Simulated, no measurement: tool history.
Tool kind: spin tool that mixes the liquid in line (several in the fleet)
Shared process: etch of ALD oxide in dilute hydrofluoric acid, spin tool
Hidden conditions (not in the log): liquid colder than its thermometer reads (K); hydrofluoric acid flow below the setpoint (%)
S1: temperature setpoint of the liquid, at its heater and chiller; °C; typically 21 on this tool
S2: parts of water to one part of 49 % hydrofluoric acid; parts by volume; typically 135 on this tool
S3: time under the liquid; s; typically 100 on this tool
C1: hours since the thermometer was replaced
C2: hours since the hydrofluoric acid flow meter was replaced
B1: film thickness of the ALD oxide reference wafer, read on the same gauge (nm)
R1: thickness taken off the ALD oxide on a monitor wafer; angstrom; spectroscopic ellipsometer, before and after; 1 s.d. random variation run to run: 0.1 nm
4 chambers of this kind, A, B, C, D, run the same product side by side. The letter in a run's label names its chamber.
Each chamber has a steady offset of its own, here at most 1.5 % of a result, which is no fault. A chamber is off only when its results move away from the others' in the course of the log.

run 1B hour=6.8 | S1=21 S2=135 S3=100 | C1=271.3 C2=67.3 | B1=99.987 | R1=103.49
run 2D hour=14.4 | S1=21 S2=135 S3=100 | C1=706.7 C2=240.5 | B1=99.99 | R1=103.71
run 3A hour=25.8 | S1=21 S2=135 S3=100 | C1=1590.9 C2=70.3 | B1=100.01 | R1=104.18
run 4C hour=36.2 | S1=21 S2=135 S3=100 | C1=109 C2=315.3 | B1=100.05 | R1=102.5
run 5D hour=42.6 | S1=21 S2=135 S3=100 | C1=734.9 C2=268.7 | B1=99.981 | R1=104.46
run 6B hour=48.9 | S1=24 S2=135 S3=100 | C1=313.4 C2=109.4 | B1=99.996 | R1=117.16
run 7C hour=55.1 | S1=24 S2=135 S3=100 | C1=127.9 C2=334.2 | B1=100.02 | R1=117.11
run 8A hour=60.5 | S1=24 S2=135 S3=100 | C1=1625.6 C2=105 | B1=99.993 | R1=118.2
run 9C hour=72.2 | S1=24 S2=135 S3=100 | C1=145 C2=351.3 | B1=100 | R1=118.26
run 10D hour=78.4 | S1=21 S2=135 S3=140 | C1=770.7 C2=304.5 | B1=100.03 | R1=146.21
run 11A hour=87.1 | S1=21 S2=135 S3=140 | C1=1652.2 C2=131.6 | B1=100.03 | R1=147.51
run 12B hour=98.6 | S1=21 S2=135 S3=140 | C1=363.1 C2=159.1 | B1=99.998 | R1=145.84
run 13D hour=106.1 | S1=21 S2=135 S3=140 | C1=798.4 C2=332.2 | B1=100.03 | R1=146.24
run 14A hour=114.5 | S1=21 S2=135 S3=100 | C1=1679.6 C2=159 | B1=100.03 | R1=104.92
run 15B hour=120 | S1=21 S2=135 S3=100 | C1=384.5 C2=180.5 | B1=99.98 | R1=103.46
run 16C hour=130.5 | S1=21 S2=135 S3=100 | C1=203.3 C2=409.6 | B1=100.02 | R1=104.86
run 17A hour=139.6 | S1=21 S2=135 S3=100 | C1=1704.7 C2=184.1 | B1=99.976 | R1=107.01
run 18B hour=150.8 | S1=21 S2=135 S3=100 | C1=415.3 C2=211.3 | B1=99.965 | R1=105.1
run 19C hour=157.8 | S1=21 S2=135 S3=100 | C1=230.6 C2=436.9 | B1=100 | R1=105.5
run 20D hour=164.7 | S1=21 S2=135 S3=100 | C1=857 C2=390.8 | B1=99.97 | R1=102.69
-- hour=171.7 chamber A: thermometer replaced
run 21D hour=176 | S1=21 S2=135 S3=100 | C1=868.3 C2=402.1 | B1=100.01 | R1=105.45
run 22B hour=182.4 | S1=21 S2=135 S3=100 | C1=446.9 C2=242.9 | B1=100.02 | R1=104.18
run 23A hour=194.3 | S1=21 S2=135 S3=100 | C1=22.7 C2=238.8 | B1=100.02 | R1=102.6
run 24C hour=206.2 | S1=21 S2=135 S3=100 | C1=279 C2=485.3 | B1=99.986 | R1=105.84
run 25A hour=217 | S1=25.5 S2=175 S3=100 | C1=45.4 C2=261.5 | B1=100.01 | R1=91.569
run 26D hour=228.3 | S1=25.5 S2=175 S3=100 | C1=920.6 C2=454.4 | B1=99.966 | R1=89.604
run 27C hour=235 | S1=25.5 S2=175 S3=100 | C1=307.8 C2=514.1 | B1=99.99 | R1=93.386
run 28B hour=243.8 | S1=25.5 S2=175 S3=100 | C1=508.3 C2=304.3 | B1=99.966 | R1=92.371
run 29B hour=249.7 | S1=24 S2=155 S3=100 | C1=514.2 C2=310.2 | B1=100.02 | R1=100.97
run 30A hour=257 | S1=24 S2=155 S3=100 | C1=85.4 C2=301.5 | B1=99.977 | R1=100.43
run 31D hour=263.5 | S1=24 S2=155 S3=100 | C1=955.8 C2=489.6 | B1=99.949 | R1=100.62
run 32C hour=273.5 | S1=24 S2=155 S3=100 | C1=346.3 C2=552.6 | B1=100 | R1=101.75
run 33B hour=283.6 | S1=21 S2=135 S3=100 | C1=548.1 C2=344.1 | B1=100.01 | R1=102.95
run 34A hour=293.2 | S1=21 S2=135 S3=100 | C1=121.6 C2=337.7 | B1=99.994 | R1=105.13

What goes on in this fleet: one chamber off, a drifting gauge, or nothing beyond the chambers' own small offsets? Name the chamber and the cause, if any.

The fleet is healthy, with each chamber sitting at its usual small offset and no drift in the gauge.
